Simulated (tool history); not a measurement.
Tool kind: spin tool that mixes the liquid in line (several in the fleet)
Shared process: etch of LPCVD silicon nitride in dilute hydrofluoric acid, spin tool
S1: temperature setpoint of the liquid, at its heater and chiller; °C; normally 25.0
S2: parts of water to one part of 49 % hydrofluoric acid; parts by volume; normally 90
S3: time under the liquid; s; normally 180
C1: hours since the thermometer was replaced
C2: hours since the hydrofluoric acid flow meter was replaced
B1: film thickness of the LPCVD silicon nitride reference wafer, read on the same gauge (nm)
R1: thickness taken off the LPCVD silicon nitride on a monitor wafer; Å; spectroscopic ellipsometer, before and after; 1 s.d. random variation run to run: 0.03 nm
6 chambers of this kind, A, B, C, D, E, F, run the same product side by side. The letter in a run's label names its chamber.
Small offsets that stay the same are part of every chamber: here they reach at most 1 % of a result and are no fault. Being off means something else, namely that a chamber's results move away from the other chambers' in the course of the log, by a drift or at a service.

Run 1D, hour 8.4: usual settings; C1 645.7; C2 2301.9; B1 49.996. Result: R1 8.9055 Å.
Run 2A, hour 18.5: usual settings; C1 1037.9; C2 1314.9; B1 50.004. Result: R1 9.3644 Å.
At hour 24.1: chamber B: thermometer replaced.
Run 3F, hour 27.5: usual settings; C1 1170.6; C2 375.5; B1 49.983. Result: R1 9.1723 Å.
At hour 33.9: chamber F: thermometer replaced.
Run 4C, hour 36.2: usual settings; C1 1148.7; C2 978.6; B1 49.975. Result: R1 9.3860 Å.
Run 5B, hour 41.8: usual settings; C1 17.7; C2 405.9; B1 49.989. Result: R1 8.6577 Å.
At hour 47.7: chamber B: hydrofluoric acid flow meter replaced.
Run 6E, hour 50.3: usual settings; C1 1388.5; C2 881.9; B1 49.997. Result: R1 9.0847 Å.
Run 7E, hour 62.8: usual settings but S1 28.0 °C, S3 225 s; C1 1401.0; C2 894.4; B1 50.004. Result: R1 14.3610 Å.
At hour 72.0: chamber D: hydrofluoric acid flow meter replaced.
Run 8B, hour 72.9: usual settings but S1 28.0 °C, S3 225 s; C1 48.8; C2 25.2; B1 49.996. Result: R1 14.2050 Å.
Run 9C, hour 80.1: usual settings but S1 28.0 °C, S3 225 s; C1 1192.6; C2 1022.5; B1 49.992. Result: R1 13.7720 Å.
Run 10A, hour 86.0: usual settings but S1 28.0 °C, S3 225 s; C1 1105.4; C2 1382.4; B1 49.999. Result: R1 14.7130 Å.
Run 11F, hour 98.5: usual settings but S1 28.0 °C, S3 225 s; C1 64.7; C2 446.5; B1 49.992. Result: R1 12.7830 Å.
Run 12D, hour 104.0: usual settings but S1 28.0 °C, S3 225 s; C1 741.3; C2 32.0; B1 49.987. Result: R1 14.0110 Å.
Run 13A, hour 110.4: usual settings; C1 1129.8; C2 1406.8; B1 49.996. Result: R1 9.3184 Å.
Run 14D, hour 118.9: usual settings; C1 756.2; C2 46.9; B1 50.000. Result: R1 9.6783 Å.
Run 15B, hour 125.0: usual settings; C1 100.9; C2 77.3; B1 49.994. Result: R1 9.3462 Å.
Run 16F, hour 134.9: usual settings but S1 20.5 °C; C1 101.1; C2 482.9; B1 50.002. Result: R1 6.9505 Å.
Run 17C, hour 144.9: usual settings but S1 20.5 °C; C1 1257.4; C2 1087.3; B1 50.002. Result: R1 6.9365 Å.
Run 18E, hour 151.0: usual settings but S1 20.5 °C; C1 1489.2; C2 982.6; B1 49.979. Result: R1 6.7822 Å.
Run 19B, hour 159.3: usual settings but S1 20.5 °C; C1 135.2; C2 111.6; B1 50.004. Result: R1 7.0170 Å.
At hour 168.2: chamber C: hydrofluoric acid flow meter replaced.
Run 20D, hour 170.7: usual settings but S1 20.5 °C; C1 808.0; C2 98.7; B1 49.981. Result: R1 7.2895 Å.
Run 21C, hour 176.6: usual settings but S1 20.5 °C; C1 1289.1; C2 8.5; B1 49.984. Result: R1 6.3503 Å.
Run 22F, hour 182.5: usual settings; C1 148.7; C2 530.5; B1 49.985. Result: R1 9.5107 Å.
Run 23E, hour 194.4: usual settings; C1 1532.6; C2 1026.0; B1 49.995. Result: R1 9.2520 Å.
Run 24A, hour 205.5: usual settings; C1 1224.9; C2 1501.9; B1 49.981. Result: R1 9.4104 Å.
Run 25A, hour 214.6: usual settings but S3 215 s; C1 1234.0; C2 1511.0; B1 50.007. Result: R1 11.2020 Å.
Run 26E, hour 225.1: usual settings but S3 215 s; C1 1563.3; C2 1056.7; B1 50.002. Result: R1 11.3180 Å.
Run 27D, hour 230.5: usual settings but S3 215 s; C1 867.8; C2 158.5; B1 49.988. Result: R1 10.5140 Å.
At hour 237.9: chamber C: thermometer replaced.
Run 28C, hour 240.2: usual settings but S3 215 s; C1 2.4; C2 72.1; B1 50.001. Result: R1 10.9380 Å.
Run 29B, hour 249.1: usual settings but S3 215 s; C1 225.0; C2 201.4; B1 50.005. Result: R1 10.7420 Å.
Run 30F, hour 256.4: usual settings but S3 215 s; C1 222.6; C2 604.4; B1 50.001. Result: R1 10.9620 Å.
Run 31E, hour 262.8: usual settings; C1 1601.0; C2 1094.4; B1 50.003. Result: R1 9.1024 Å.
Run 32C, hour 274.1: usual settings; C1 36.3; C2 106.0; B1 49.992. Result: R1 9.1100 Å.
Run 33A, hour 279.7: usual settings; C1 1299.1; C2 1576.1; B1 49.997. Result: R1 9.1263 Å.
Run 34F, hour 288.3: usual settings; C1 254.5; C2 636.3; B1 49.993. Result: R1 9.1699 Å.
Run 35B, hour 294.0: usual settings; C1 269.9; C2 246.3; B1 50.011. Result: R1 9.3860 Å.
At hour 298.1: chamber D: thermometer replaced.
Run 36D, hour 300.6: usual settings but S3 260 s; C1 2.6; C2 228.6; B1 49.997. Result: R1 12.4360 Å.
Run 37E, hour 307.7: usual settings but S3 260 s; C1 1645.9; C2 1139.3; B1 50.013. Result: R1 12.9160 Å.
Run 38C, hour 317.0: usual settings but S3 260 s; C1 79.2; C2 148.9; B1 49.989. Result: R1 13.6160 Å.
Run 39B, hour 326.5: usual settings but S3 260 s; C1 302.4; C2 278.8; B1 49.984. Result: R1 13.9000 Å.
Run 40D, hour 332.2: usual settings but S3 260 s; C1 34.2; C2 260.2; B1 50.006. Result: R1 12.6920 Å.
Run 41F, hour 340.9: usual settings but S3 260 s; C1 307.1; C2 688.9; B1 50.003. Result: R1 12.3180 Å.

All chambers now run identical settings, listed one chamber a line with results as question marks. What results will each chamber show?
Run 42A, hour 349.9: usual settings but S2 135 parts by volume. Result: R1 ?.
Run 42B, hour 349.9: usual settings but S2 135 parts by volume. Result: R1 ?.
Run 42C, hour 349.9: usual settings but S2 135 parts by volume. Result: R1 ?.
Run 42D, hour 349.9: usual settings but S2 135 parts by volume. Result: R1 ?.
Run 42E, hour 349.9: usual settings but S2 135 parts by volume. Result: R1 ?.
Run 42F, hour 349.9: usual settings but S2 135 parts by volume. Result: R1 ?.

run      R1
42A  6.2190
42B  5.9884
42C  5.5087
42D  5.9556
42E  6.0640
42F  6.1385

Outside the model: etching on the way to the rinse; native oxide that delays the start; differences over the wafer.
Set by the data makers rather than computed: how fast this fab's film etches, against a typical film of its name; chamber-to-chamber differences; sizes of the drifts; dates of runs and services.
